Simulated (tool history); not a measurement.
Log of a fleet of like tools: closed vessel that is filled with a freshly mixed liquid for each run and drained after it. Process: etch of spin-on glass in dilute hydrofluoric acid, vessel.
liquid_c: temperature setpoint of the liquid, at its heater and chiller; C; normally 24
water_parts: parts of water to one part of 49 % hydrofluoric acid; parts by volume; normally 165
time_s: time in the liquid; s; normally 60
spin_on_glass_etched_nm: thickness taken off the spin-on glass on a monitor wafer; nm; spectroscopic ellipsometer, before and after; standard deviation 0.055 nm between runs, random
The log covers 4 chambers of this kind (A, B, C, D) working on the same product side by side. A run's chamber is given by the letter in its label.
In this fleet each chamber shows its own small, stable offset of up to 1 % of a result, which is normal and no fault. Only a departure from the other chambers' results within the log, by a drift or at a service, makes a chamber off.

| run | hour | liquid_c | water_parts | time_s | hours since the thermometer was replaced | hours since the hydrofluoric acid flow meter was replaced | read-back film thickness of the spin-on glass reference wafer, read on the same gauge (nm) | spin_on_glass_etched_nm |
|---|---|---|---|---|---|---|---|---|
| 1B | 12.7 | 24 | 165 | 60 | 298 | 542.4 | 30.008 | 16.268 |
| 2C | 28.1 | 24 | 165 | 60 | 906.1 | 553.6 | 29.993 | 16.125 |
| 3A | 35.1 | 24 | 165 | 60 | 1708.1 | 846.5 | 29.997 | 16.308 |
| 4D | 48.9 | 24 | 165 | 60 | 1803.3 | 333.4 | 30.006 | 16.183 |
| 5D | 59.6 | 20.5 | 165 | 60 | 1814 | 344.1 | 29.974 | 14.085 |
|  | 61.1 | chamber C: hydrofluoric acid flow meter replaced |
| 6A | 74 | 20.5 | 165 | 60 | 1747 | 885.4 | 30.01 | 14.157 |
| 7C | 83.7 | 20.5 | 165 | 60 | 961.7 | 22.6 | 30.002 | 14.123 |
| 8B | 96.9 | 20.5 | 165 | 60 | 382.2 | 626.6 | 30.001 | 14.101 |
| 9A | 106.8 | 24 | 165 | 60 | 1779.8 | 918.2 | 29.996 | 16.302 |
| 10D | 118.1 | 24 | 165 | 80 | 1872.5 | 402.6 | 30.016 | 21.432 |
| 11B | 127.2 | 24 | 165 | 80 | 412.5 | 656.9 | 30.011 | 21.603 |
|  | 133.9 | chamber D: hydrofluoric acid flow meter replaced |
| 12C | 142.8 | 24 | 165 | 80 | 1020.8 | 81.7 | 29.993 | 21.404 |
| 13D | 155.4 | 24 | 165 | 80 | 1909.8 | 21.6 | 30.002 | 21.413 |
| 14C | 163 | 24 | 165 | 60 | 1041 | 101.9 | 29.984 | 16.123 |
| 15B | 177.5 | 24 | 165 | 60 | 462.8 | 707.2 | 30 | 16.095 |
| 16A | 187.3 | 24 | 110 | 60 | 1860.3 | 998.7 | 29.981 | 26.304 |
| 17B | 196.7 | 24 | 110 | 60 | 482 | 726.4 | 29.999 | 25.833 |
| 18C | 210.2 | 24 | 110 | 60 | 1088.2 | 149.1 | 29.99 | 25.519 |
| 19A | 223.9 | 24 | 110 | 60 | 1896.9 | 1035.3 | 30.018 | 26.325 |
| 20D | 231.5 | 24 | 165 | 60 | 1985.9 | 97.7 | 29.981 | 16.203 |
| 21C | 247.3 | 24 | 165 | 60 | 1125.3 | 186.2 | 29.997 | 16.088 |
| 22A | 257.9 | 22 | 165 | 60 | 1930.9 | 1069.3 | 30.013 | 15.2 |
| 23B | 269 | 22 | 165 | 60 | 554.3 | 798.7 | 29.992 | 14.814 |
| 24D | 279.9 | 22 | 165 | 60 | 2034.3 | 146.1 | 30.007 | 14.882 |
| 25D | 288.4 | 22 | 165 | 60 | 2042.8 | 154.6 | 30.002 | 14.957 |
| 26B | 300.5 | 24 | 165 | 60 | 585.8 | 830.2 | 29.998 | 15.971 |
| 27A | 311.9 | 24 | 165 | 60 | 1984.9 | 1123.3 | 29.994 | 16.379 |
| 28C | 319.5 | 24 | 165 | 60 | 1197.5 | 258.4 | 29.992 | 16.125 |
| 29D | 328.8 | 24 | 165 | 60 | 2083.2 | 195 | 29.978 | 16.115 |

Next, all 4 chambers run the settings below, one line each with question marks for the results. What does each chamber give?
| 30A | 340.1 | 24 | 165 | 60 |  |  |  | ? |
| 30B | 340.1 | 24 | 165 | 60 |  |  |  | ? |
| 30C | 340.1 | 24 | 165 | 60 |  |  |  | ? |
| 30D | 340.1 | 24 | 165 | 60 |  |  |  | ? |

| run | spin_on_glass_etched_nm |
|---|---|
| 30A | 16.218 |
| 30B | 15.915 |
| 30C | 16.19 |
| 30D | 16.058 |
